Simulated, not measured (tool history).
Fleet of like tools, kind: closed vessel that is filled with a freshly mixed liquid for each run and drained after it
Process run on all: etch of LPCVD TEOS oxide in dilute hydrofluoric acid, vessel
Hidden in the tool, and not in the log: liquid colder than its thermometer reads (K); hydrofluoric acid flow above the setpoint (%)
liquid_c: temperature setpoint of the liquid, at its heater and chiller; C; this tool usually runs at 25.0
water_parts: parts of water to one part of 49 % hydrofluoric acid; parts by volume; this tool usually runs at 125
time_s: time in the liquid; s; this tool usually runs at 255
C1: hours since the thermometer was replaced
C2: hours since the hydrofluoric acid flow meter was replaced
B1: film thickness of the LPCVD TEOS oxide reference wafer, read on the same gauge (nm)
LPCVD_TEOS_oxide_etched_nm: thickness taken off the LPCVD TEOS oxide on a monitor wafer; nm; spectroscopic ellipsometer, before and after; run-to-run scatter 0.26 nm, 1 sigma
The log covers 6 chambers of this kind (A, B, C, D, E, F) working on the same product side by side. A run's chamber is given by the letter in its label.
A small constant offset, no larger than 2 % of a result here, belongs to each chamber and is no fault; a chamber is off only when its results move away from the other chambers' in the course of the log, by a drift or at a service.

{"run": "1E", "day": 0.258, "liquid_c": 25.0, "water_parts": 125, "time_s": 255, "C1": 894.0, "C2": 1716.7, "B1": 139.95, "LPCVD_TEOS_oxide_etched_nm": 37.499}
{"run": "2C", "day": 0.508, "liquid_c": 25.0, "water_parts": 125, "time_s": 255, "C1": 310.9, "C2": 663.4, "B1": 139.99, "LPCVD_TEOS_oxide_etched_nm": 38.534}
{"run": "3D", "day": 0.9, "liquid_c": 25.0, "water_parts": 125, "time_s": 255, "C1": 1679.7, "C2": 604.0, "B1": 140.01, "LPCVD_TEOS_oxide_etched_nm": 38.923}
{"run": "4F", "day": 1.162, "liquid_c": 25.0, "water_parts": 125, "time_s": 255, "C1": 590.1, "C2": 917.2, "B1": 140.01, "LPCVD_TEOS_oxide_etched_nm": 38.407}
{"run": "5A", "day": 1.592, "liquid_c": 25.0, "water_parts": 125, "time_s": 255, "C1": 75.2, "C2": 2080.0, "B1": 140.0, "LPCVD_TEOS_oxide_etched_nm": 37.887}
{"run": "6B", "day": 2.046, "liquid_c": 25.0, "water_parts": 125, "time_s": 255, "C1": 122.6, "C2": 909.1, "B1": 140.01, "LPCVD_TEOS_oxide_etched_nm": 38.444}
{"run": "7E", "day": 2.512, "liquid_c": 27.5, "water_parts": 165, "time_s": 255, "C1": 948.1, "C2": 1770.8, "B1": 139.98, "LPCVD_TEOS_oxide_etched_nm": 30.057}
{"run": "8F", "day": 3.029, "liquid_c": 27.5, "water_parts": 165, "time_s": 255, "C1": 634.9, "C2": 962.0, "B1": 140.02, "LPCVD_TEOS_oxide_etched_nm": 30.431}
{"day": 3.046, "done": "chamber A: hydrofluoric acid flow meter replaced"}
{"run": "9B", "day": 3.404, "liquid_c": 27.5, "water_parts": 165, "time_s": 255, "C1": 155.2, "C2": 941.7, "B1": 139.98, "LPCVD_TEOS_oxide_etched_nm": 31.115}
{"run": "10C", "day": 3.721, "liquid_c": 27.5, "water_parts": 165, "time_s": 255, "C1": 388.0, "C2": 740.5, "B1": 139.99, "LPCVD_TEOS_oxide_etched_nm": 30.136}
{"run": "11A", "day": 4.238, "liquid_c": 27.5, "water_parts": 165, "time_s": 255, "C1": 138.7, "C2": 28.7, "B1": 140.05, "LPCVD_TEOS_oxide_etched_nm": 30.037}
{"run": "12D", "day": 4.562, "liquid_c": 27.5, "water_parts": 165, "time_s": 255, "C1": 1767.6, "C2": 691.9, "B1": 140.07, "LPCVD_TEOS_oxide_etched_nm": 30.832}
{"run": "13C", "day": 5.071, "liquid_c": 25.0, "water_parts": 125, "time_s": 255, "C1": 420.4, "C2": 772.9, "B1": 140.01, "LPCVD_TEOS_oxide_etched_nm": 37.964}
{"run": "14F", "day": 5.521, "liquid_c": 25.0, "water_parts": 125, "time_s": 255, "C1": 694.7, "C2": 1021.8, "B1": 140.0, "LPCVD_TEOS_oxide_etched_nm": 38.108}
{"run": "15D", "day": 5.996, "liquid_c": 25.0, "water_parts": 125, "time_s": 255, "C1": 1802.0, "C2": 726.3, "B1": 139.97, "LPCVD_TEOS_oxide_etched_nm": 38.589}
{"run": "16B", "day": 6.412, "liquid_c": 25.0, "water_parts": 125, "time_s": 255, "C1": 227.4, "C2": 1013.9, "B1": 140.0, "LPCVD_TEOS_oxide_etched_nm": 38.068}
{"run": "17A", "day": 6.854, "liquid_c": 25.0, "water_parts": 125, "time_s": 255, "C1": 201.5, "C2": 91.5, "B1": 140.04, "LPCVD_TEOS_oxide_etched_nm": 38.457}
{"run": "18E", "day": 7.362, "liquid_c": 25.0, "water_parts": 125, "time_s": 255, "C1": 1064.5, "C2": 1887.2, "B1": 140.06, "LPCVD_TEOS_oxide_etched_nm": 37.851}
{"run": "19E", "day": 7.871, "liquid_c": 25.0, "water_parts": 125, "time_s": 255, "C1": 1076.7, "C2": 1899.4, "B1": 139.97, "LPCVD_TEOS_oxide_etched_nm": 37.949}
{"run": "20F", "day": 8.375, "liquid_c": 25.0, "water_parts": 125, "time_s": 255, "C1": 763.2, "C2": 1090.3, "B1": 139.96, "LPCVD_TEOS_oxide_etched_nm": 38.161}
{"run": "21A", "day": 8.725, "liquid_c": 25.0, "water_parts": 125, "time_s": 255, "C1": 246.4, "C2": 136.4, "B1": 140.0, "LPCVD_TEOS_oxide_etched_nm": 38.06}
{"run": "22D", "day": 9.117, "liquid_c": 25.0, "water_parts": 125, "time_s": 255, "C1": 1876.9, "C2": 801.2, "B1": 139.96, "LPCVD_TEOS_oxide_etched_nm": 38.671}
{"run": "23B", "day": 9.588, "liquid_c": 25.0, "water_parts": 125, "time_s": 255, "C1": 303.6, "C2": 1090.1, "B1": 139.95, "LPCVD_TEOS_oxide_etched_nm": 37.974}
{"run": "24C", "day": 10.104, "liquid_c": 25.0, "water_parts": 125, "time_s": 255, "C1": 541.2, "C2": 893.7, "B1": 140.02, "LPCVD_TEOS_oxide_etched_nm": 39.135}
{"run": "25D", "day": 10.417, "liquid_c": 25.0, "water_parts": 125, "time_s": 255, "C1": 1908.1, "C2": 832.4, "B1": 139.96, "LPCVD_TEOS_oxide_etched_nm": 38.61}
{"run": "26B", "day": 10.767, "liquid_c": 28.0, "water_parts": 180, "time_s": 255, "C1": 331.9, "C2": 1118.4, "B1": 140.02, "LPCVD_TEOS_oxide_etched_nm": 28.299}
{"run": "27C", "day": 11.121, "liquid_c": 28.0, "water_parts": 180, "time_s": 255, "C1": 565.6, "C2": 918.1, "B1": 140.02, "LPCVD_TEOS_oxide_etched_nm": 28.14}
{"run": "28E", "day": 11.512, "liquid_c": 28.0, "water_parts": 180, "time_s": 255, "C1": 1164.1, "C2": 1986.8, "B1": 139.99, "LPCVD_TEOS_oxide_etched_nm": 27.432}
{"run": "29A", "day": 11.962, "liquid_c": 28.0, "water_parts": 180, "time_s": 255, "C1": 324.1, "C2": 214.1, "B1": 140.0, "LPCVD_TEOS_oxide_etched_nm": 27.67}
{"run": "30F", "day": 12.396, "liquid_c": 28.0, "water_parts": 180, "time_s": 255, "C1": 859.7, "C2": 1186.8, "B1": 140.05, "LPCVD_TEOS_oxide_etched_nm": 27.952}
{"run": "31B", "day": 12.742, "liquid_c": 28.0, "water_parts": 180, "time_s": 255, "C1": 379.3, "C2": 1165.8, "B1": 140.02, "LPCVD_TEOS_oxide_etched_nm": 28.098}
{"run": "32D", "day": 12.983, "liquid_c": 25.0, "water_parts": 125, "time_s": 255, "C1": 1969.7, "C2": 894.0, "B1": 140.01, "LPCVD_TEOS_oxide_etched_nm": 38.805}
{"run": "33C", "day": 13.217, "liquid_c": 25.0, "water_parts": 125, "time_s": 255, "C1": 615.9, "C2": 968.4, "B1": 139.99, "LPCVD_TEOS_oxide_etched_nm": 39.363}
{"run": "34A", "day": 13.454, "liquid_c": 25.0, "water_parts": 180, "time_s": 255, "C1": 359.9, "C2": 249.9, "B1": 139.98, "LPCVD_TEOS_oxide_etched_nm": 24.782}
{"run": "35E", "day": 13.8, "liquid_c": 25.0, "water_parts": 180, "time_s": 255, "C1": 1219.0, "C2": 2041.7, "B1": 139.99, "LPCVD_TEOS_oxide_etched_nm": 24.471}
{"run": "36F", "day": 14.175, "liquid_c": 25.0, "water_parts": 180, "time_s": 255, "C1": 902.4, "C2": 1229.5, "B1": 139.98, "LPCVD_TEOS_oxide_etched_nm": 25.03}
{"run": "37E", "day": 14.592, "liquid_c": 25.0, "water_parts": 180, "time_s": 255, "C1": 1238.0, "C2": 2060.7, "B1": 140.08, "LPCVD_TEOS_oxide_etched_nm": 24.404}
{"run": "38D", "day": 15.0, "liquid_c": 25.0, "water_parts": 180, "time_s": 255, "C1": 2018.1, "C2": 942.4, "B1": 139.99, "LPCVD_TEOS_oxide_etched_nm": 25.178}

All chambers now run identical settings, listed one chamber a line with results as question marks. What results will each chamber show?
{"run": "39A", "day": 15.375, "liquid_c": 27.5, "water_parts": 125, "time_s": 255, "LPCVD_TEOS_oxide_etched_nm": "?"}
{"run": "39B", "day": 15.375, "liquid_c": 27.5, "water_parts": 125, "time_s": 255, "LPCVD_TEOS_oxide_etched_nm": "?"}
{"run": "39C", "day": 15.375, "liquid_c": 27.5, "water_parts": 125, "time_s": 255, "LPCVD_TEOS_oxide_etched_nm": "?"}
{"run": "39D", "day": 15.375, "liquid_c": 27.5, "water_parts": 125, "time_s": 255, "LPCVD_TEOS_oxide_etched_nm": "?"}
{"run": "39E", "day": 15.375, "liquid_c": 27.5, "water_parts": 125, "time_s": 255, "LPCVD_TEOS_oxide_etched_nm": "?"}
{"run": "39F", "day": 15.375, "liquid_c": 27.5, "water_parts": 125, "time_s": 255, "LPCVD_TEOS_oxide_etched_nm": "?"}

run=39A LPCVD_TEOS_oxide_etched_nm=42.039
run=39B LPCVD_TEOS_oxide_etched_nm=42.262
run=39C LPCVD_TEOS_oxide_etched_nm=43.521
run=39D LPCVD_TEOS_oxide_etched_nm=42.469
run=39E LPCVD_TEOS_oxide_etched_nm=41.028
run=39F LPCVD_TEOS_oxide_etched_nm=42.188
